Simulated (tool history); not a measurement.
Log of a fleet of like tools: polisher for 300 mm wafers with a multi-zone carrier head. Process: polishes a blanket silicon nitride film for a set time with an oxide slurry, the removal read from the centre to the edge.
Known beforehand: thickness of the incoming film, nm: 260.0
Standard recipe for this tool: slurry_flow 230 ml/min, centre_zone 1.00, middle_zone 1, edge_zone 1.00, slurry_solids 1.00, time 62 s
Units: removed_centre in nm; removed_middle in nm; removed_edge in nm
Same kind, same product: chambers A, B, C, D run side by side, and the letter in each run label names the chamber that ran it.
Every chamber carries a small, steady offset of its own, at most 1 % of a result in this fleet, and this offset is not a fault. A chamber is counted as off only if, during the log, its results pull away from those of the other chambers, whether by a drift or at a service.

run,hour,slurry_flow,centre_zone,middle_zone,edge_zone,slurry_solids,time,removed_centre,removed_middle,removed_edge
1B,7.8,230,1.00,1,1.00,1.00,62,40.769,40.988,41.262
# hour 10.5: chamber B: worn pad replaced by a new one
# hour 10.6: chamber C: worn pad replaced by a new one
2D,16.3,230,1.00,1,1.00,1.00,62,41.379,41.213,41.593
# hour 19.9: chamber B: slurry nozzle cleaned
3A,20.3,230,1.00,1,1.00,1.00,62,40.718,40.988,41.715
4C,27.7,230,1.00,1,1.00,1.00,62,41.484,41.050,41.452
5C,32.3,230,0.94,1,1.00,0.80,62,35.027,37.172,36.680
6A,36.5,230,0.94,1,1.00,0.80,62,34.190,37.714,36.946
# hour 44.2: chamber D: worn pad replaced by a new one
7D,45.7,230,0.94,1,1.00,0.80,62,34.499,37.425,37.091
8B,51.0,230,0.94,1,1.00,0.80,62,34.281,37.625,37.241
# hour 52.5: chamber A: slurry nozzle cleaned
9D,59.5,230,1.00,1,1.00,1.00,62,40.916,41.167,41.322
10B,66.1,230,1.00,1,1.00,1.00,62,41.016,41.111,41.372
11A,72.0,230,1.00,1,1.00,1.00,62,41.184,41.155,41.228
# hour 75.8: chamber A: worn pad replaced by a new one
12C,80.5,230,1.00,1,1.00,1.00,62,41.506,40.587,41.196
13C,86.7,230,1.00,1,1.00,1.00,62,41.954,40.886,42.028
14D,94.1,230,1.04,1,1.00,1.00,62,42.670,40.708,41.077
15A,103.0,230,1.04,1,1.00,1.00,62,42.745,41.760,40.908
# hour 103.5: chamber D: edge zone pressure recalibrated
16B,112.2,230,1.04,1,1.00,1.00,62,42.959,40.686,41.637
17A,117.3,230,1.04,1,1.00,1.00,62,42.791,40.477,41.303
18C,125.8,230,1.00,1,1.00,1.00,62,41.665,41.411,41.084
# hour 130.4: chamber B: worn pad replaced by a new one
# hour 131.1: chamber D: worn pad replaced by a new one
19B,134.1,230,1.00,1,1.07,1.00,62,41.077,41.792,43.226
20D,142.4,230,1.00,1,1.07,1.00,62,40.642,41.900,43.002
21D,147.4,230,1.00,1,1.07,1.00,62,41.041,40.924,43.076
22C,153.7,230,1.00,1,1.07,1.00,62,42.334,41.111,42.963
23A,160.4,230,0.94,1,1.00,0.75,62,33.264,35.442,35.550
# hour 165.2: chamber C: worn pad replaced by a new one
24B,165.4,230,0.94,1,1.00,0.75,62,33.356,35.441,35.858
25D,170.4,230,0.94,1,1.00,0.75,62,33.461,35.732,36.523
# hour 174.4: chamber D: slurry nozzle cleaned
26A,176.0,230,0.94,1,1.00,0.75,62,33.804,36.028,36.089
27C,182.5,230,1.00,1,1.00,1.00,62,40.932,41.626,41.852
28B,188.2,230,1.00,1,1.00,1.00,51,33.720,33.235,33.974
29D,195.8,230,1.00,1,1.00,1.00,51,33.822,33.820,34.322
30C,201.9,230,1.00,1,1.00,1.00,51,33.957,34.123,34.316
31A,208.0,230,1.00,1,1.00,1.00,51,34.091,34.193,33.841
32B,216.5,230,1.00,1,1.00,1.00,62,40.542,40.951,41.550
# hour 221.3: chamber D: worn pad replaced by a new one
33D,224.8,230,1.00,1,1.00,1.00,62,41.112,40.479,40.840
# hour 228.9: chamber B: worn pad replaced by a new one
# hour 231.9: chamber A: worn pad replaced by a new one
34A,232.7,230,1.00,1,1.00,1.00,62,41.085,41.407,40.861
35B,239.8,230,1.00,1,1.00,1.00,62,40.751,40.645,41.137
36C,248.7,230,1.00,1,1.00,1.00,62,41.692,41.395,41.455
37C,254.6,230,1.09,1,1.00,1.00,62,45.493,41.456,41.102
38B,259.3,230,1.09,1,1.00,1.00,62,45.120,41.452,41.324
39A,267.7,230,1.09,1,1.00,1.00,62,45.957,41.324,41.163
40D,273.6,230,1.09,1,1.00,1.00,62,45.151,41.237,41.662

Next, every chamber runs the same settings. What will each give?
41A,280.2,230,1.00,1,1.00,1.00,62,?,?,?
41B,280.2,230,1.00,1,1.00,1.00,62,?,?,?
41C,280.2,230,1.00,1,1.00,1.00,62,?,?,?
41D,280.2,230,1.00,1,1.00,1.00,62,?,?,?

run,removed_centre,removed_middle,removed_edge
41A,41.150,41.739,40.908
41B,41.193,40.436,41.725
41C,41.008,40.643,41.378
41D,41.512,40.809,41.387

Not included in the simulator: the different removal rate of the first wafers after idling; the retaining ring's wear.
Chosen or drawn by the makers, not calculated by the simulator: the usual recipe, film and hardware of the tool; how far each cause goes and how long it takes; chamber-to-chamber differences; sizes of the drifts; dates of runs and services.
